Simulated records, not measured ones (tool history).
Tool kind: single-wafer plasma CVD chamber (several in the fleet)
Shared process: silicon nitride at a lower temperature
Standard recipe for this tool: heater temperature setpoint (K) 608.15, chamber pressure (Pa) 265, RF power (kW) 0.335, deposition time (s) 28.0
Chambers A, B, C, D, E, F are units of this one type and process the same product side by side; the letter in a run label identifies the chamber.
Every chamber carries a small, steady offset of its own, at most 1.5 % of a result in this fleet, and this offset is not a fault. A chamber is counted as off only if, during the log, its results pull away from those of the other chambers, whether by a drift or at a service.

| run | day | heater temperature setpoint (K) | chamber pressure (Pa) | RF power (kW) | deposition time (s) | read-back reference wafer on the same gauge, thickness_nm | mean film thickness on the monitor wafer (angstrom) |
|---|---|---|---|---|---|---|---|
| 1A | 0.162 | 608.15 | 265 | 0.335 | 28.0 | 30.810 | 377.75 |
| 2F | 0.350 | 608.15 | 265 | 0.335 | 28.0 | 30.782 | 375.60 |
| 3E | 0.533 | 608.15 | 265 | 0.335 | 28.0 | 30.794 | 381.78 |
| 4C | 0.733 | 608.15 | 265 | 0.335 | 28.0 | 30.783 | 375.59 |
| 5B | 0.917 | 608.15 | 265 | 0.335 | 28.0 | 30.771 | 382.06 |
| 6D | 1.058 | 608.15 | 241 | 0.335 | 28.0 | 30.773 | 368.77 |
| 7C | 1.262 | 608.15 | 241 | 0.335 | 28.0 | 30.759 | 366.18 |
| 8F | 1.467 | 608.15 | 241 | 0.335 | 28.0 | 30.772 | 366.43 |
| 9E | 1.646 | 608.15 | 241 | 0.335 | 28.0 | 30.746 | 373.23 |
| 10D | 1.867 | 608.15 | 241 | 0.335 | 28.0 | 30.752 | 368.09 |
| 11A | 2.033 | 608.15 | 241 | 0.335 | 28.0 | 30.749 | 367.03 |
| 12B | 2.133 | 608.15 | 265 | 0.335 | 28.0 | 30.736 | 382.51 |
| 13D | 2.321 | 608.15 | 265 | 0.335 | 28.0 | 30.737 | 377.86 |
| 14F | 2.454 | 608.15 | 265 | 0.335 | 28.0 | 30.733 | 375.37 |
| 15E | 2.633 | 617.15 | 265 | 0.335 | 28.0 | 30.735 | 380.12 |
| 16C | 2.792 | 617.15 | 265 | 0.335 | 28.0 | 30.721 | 373.86 |
| 17B | 3.012 | 617.15 | 265 | 0.335 | 28.0 | 30.713 | 379.51 |
| 18A | 3.221 | 617.15 | 265 | 0.335 | 28.0 | 30.699 | 375.70 |
| 19E | 3.442 | 617.15 | 265 | 0.335 | 28.0 | 30.705 | 379.63 |
| 20A | 3.550 | 617.15 | 265 | 0.335 | 28.0 | 30.695 | 373.60 |
| 21F | 3.729 | 608.15 | 265 | 0.335 | 28.0 | 30.701 | 373.62 |
| 22C | 3.888 | 608.15 | 265 | 0.335 | 28.0 | 30.691 | 375.53 |
| 23D | 4.092 | 608.15 | 265 | 0.335 | 28.0 | 30.694 | 376.40 |
| 24B | 4.217 | 608.15 | 265 | 0.275 | 33.2 | 30.686 | 394.12 |
| 25C | 4.396 | 608.15 | 265 | 0.275 | 33.2 | 30.673 | 388.54 |
| 26A | 4.512 | 608.15 | 265 | 0.275 | 33.2 | 30.677 | 388.95 |
| 27F | 4.688 | 608.15 | 265 | 0.275 | 33.2 | 30.672 | 386.31 |
| 28D | 4.788 | 608.15 | 265 | 0.275 | 33.2 | 30.661 | 391.74 |
| 29E | 4.950 | 608.15 | 265 | 0.275 | 33.2 | 30.667 | 395.50 |
| 30B | 5.062 | 608.15 | 265 | 0.335 | 28.0 | 30.660 | 380.56 |
| 31A | 5.279 | 608.15 | 265 | 0.335 | 28.0 | 30.647 | 375.54 |
| 32F | 5.450 | 608.15 | 265 | 0.335 | 28.0 | 30.642 | 373.64 |
| 33D | 5.671 | 608.15 | 265 | 0.335 | 28.0 | 30.643 | 376.23 |
| 34C | 5.796 | 608.15 | 265 | 0.335 | 28.0 | 30.634 | 373.28 |
| 35E | 6.004 | 608.15 | 265 | 0.335 | 28.0 | 30.645 | 378.45 |
| 36B | 6.212 | 601.15 | 265 | 0.290 | 28.0 | 30.626 | 345.49 |
| 37A | 6.417 | 601.15 | 265 | 0.290 | 28.0 | 30.616 | 340.74 |
| 38D | 6.558 | 601.15 | 265 | 0.290 | 28.0 | 30.609 | 342.53 |
| 39B | 6.779 | 601.15 | 265 | 0.290 | 28.0 | 30.613 | 345.04 |
| 40C | 6.992 | 601.15 | 265 | 0.290 | 28.0 | 30.592 | 340.00 |
| 41E | 7.192 | 601.15 | 265 | 0.290 | 28.0 | 30.612 | 346.00 |
| 42F | 7.388 | 608.15 | 265 | 0.335 | 28.0 | 30.589 | 372.18 |

Next, all 6 chambers run the settings below, one line each with question marks for the results. What does each chamber give?
| 43A | 7.546 | 608.15 | 265 | 0.335 | 28.0 |  | ? |
| 43B | 7.546 | 608.15 | 265 | 0.335 | 28.0 |  | ? |
| 43C | 7.546 | 608.15 | 265 | 0.335 | 28.0 |  | ? |
| 43D | 7.546 | 608.15 | 265 | 0.335 | 28.0 |  | ? |
| 43E | 7.546 | 608.15 | 265 | 0.335 | 28.0 |  | ? |
| 43F | 7.546 | 608.15 | 265 | 0.335 | 28.0 |  | ? |

| run | mean film thickness on the monitor wafer (angstrom) |
|---|---|
| 43A | 373.90 |
| 43B | 379.47 |
| 43C | 373.01 |
| 43D | 374.79 |
| 43E | 379.55 |
| 43F | 372.34 |

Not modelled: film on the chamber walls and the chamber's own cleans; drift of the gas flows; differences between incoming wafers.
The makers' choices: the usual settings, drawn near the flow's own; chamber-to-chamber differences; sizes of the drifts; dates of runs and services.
